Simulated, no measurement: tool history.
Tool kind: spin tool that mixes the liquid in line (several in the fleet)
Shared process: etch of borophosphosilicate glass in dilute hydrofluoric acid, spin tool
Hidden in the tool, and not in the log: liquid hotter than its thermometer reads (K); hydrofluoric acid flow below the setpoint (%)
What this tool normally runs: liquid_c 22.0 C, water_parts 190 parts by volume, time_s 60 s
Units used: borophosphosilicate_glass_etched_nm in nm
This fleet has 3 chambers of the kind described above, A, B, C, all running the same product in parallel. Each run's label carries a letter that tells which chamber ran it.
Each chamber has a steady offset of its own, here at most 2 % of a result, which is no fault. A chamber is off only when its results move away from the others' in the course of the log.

run	day	liquid_c	water_parts	time_s	hours since the thermometer was replaced	hours since the hydrofluoric acid flow meter was replaced	read-back film thickness of the borophosphosilicate glass reference wafer, read on the same gauge (nm)	borophosphosilicate_glass_etched_nm
1C	0.279	22.0	190	60	1032.9	1006.7	80.037	10.9180
2A	0.758	22.0	190	60	486.6	1837.1	80.013	11.0430
# day 1.046: chamber C: hydrofluoric acid flow meter replaced
3B	1.096	22.0	190	60	428.1	1199.3	80.009	11.0720
4B	1.500	22.0	190	60	437.8	1209.0	79.995	11.1910
5A	2.000	22.0	190	60	516.4	1866.9	80.013	10.8660
6C	2.488	22.0	190	60	1085.9	34.7	79.957	10.7570
7C	2.850	22.0	190	60	1094.6	43.4	80.021	10.7760
# day 2.962: chamber A: hydrofluoric acid flow meter replaced
8A	3.283	22.0	190	60	547.2	7.8	80.006	11.0900
9B	3.583	22.0	190	60	487.8	1259.0	79.986	11.3510
10C	4.062	22.0	190	60	1123.7	72.5	80.029	10.8240
11B	4.329	18.5	280	60	505.7	1276.9	79.981	6.1262
12A	4.742	18.5	280	60	582.2	42.8	80.000	5.9458
13A	5.179	18.5	280	60	592.7	53.3	79.991	6.0259
14B	5.467	22.0	190	60	533.0	1304.2	80.015	11.0900
15C	5.717	22.0	190	60	1163.4	112.2	79.963	10.7720
16B	6.117	22.0	190	60	548.6	1319.8	79.994	11.1880
17A	6.617	22.0	190	60	627.2	87.8	79.989	10.9900
18C	7.138	22.0	190	60	1197.5	146.3	80.009	10.7260
19A	7.604	22.0	190	60	650.9	111.5	79.991	10.9890
20B	7.996	22.0	190	60	593.7	1364.9	80.041	11.1120
21C	8.300	22.0	190	60	1225.4	174.2	79.985	10.9250
22C	8.571	22.0	190	60	1231.9	180.7	80.003	10.9290
23B	8.950	22.0	190	60	616.6	1387.8	80.005	11.1460
24A	9.200	22.0	190	60	689.2	149.8	79.988	11.0400
25C	9.675	22.0	190	60	1258.4	207.2	79.995	10.8260
26A	10.192	22.0	190	60	713.0	173.6	80.004	11.0710
27B	10.592	22.0	190	60	656.0	1427.2	80.006	11.2660
28C	10.992	22.0	190	60	1290.0	238.8	79.985	10.8760
29B	11.421	22.0	190	60	675.9	1447.1	79.963	11.1540
30A	11.829	22.0	190	60	752.3	212.9	80.027	10.9580
31A	12.283	22.0	190	60	763.2	223.8	80.037	11.0270
# day 12.517: chamber A: thermometer replaced
32B	12.662	22.0	190	60	705.7	1476.9	80.029	11.1920
# day 13.038: chamber B: hydrofluoric acid flow meter replaced
33C	13.075	22.0	190	60	1340.0	288.8	79.985	10.8150
34A	13.358	22.0	190	60	20.2	249.6	79.985	10.9460
35C	13.725	22.0	190	60	1355.6	304.4	79.975	10.7510
36B	14.096	22.0	140	60	740.1	25.5	79.994	15.8560
37A	14.608	22.0	140	60	50.2	279.6	79.992	15.5730
# day 14.917: chamber B: thermometer replaced
38C	15.117	22.0	140	60	1389.0	337.8	80.001	15.3910
39B	15.421	22.0	235	60	12.1	57.3	79.993	8.5577
40A	15.946	22.0	235	60	82.3	311.7	79.992	8.5960

Decide between three cases: one chamber stands off from its peers, the gauge reading all wafers drifts, or nothing is wrong past each chamber's small offset. Where a chamber is off, say which and what most likely put it there.

Nothing is wrong: each chamber keeps only its own small, steady offset and the gauge holds still.
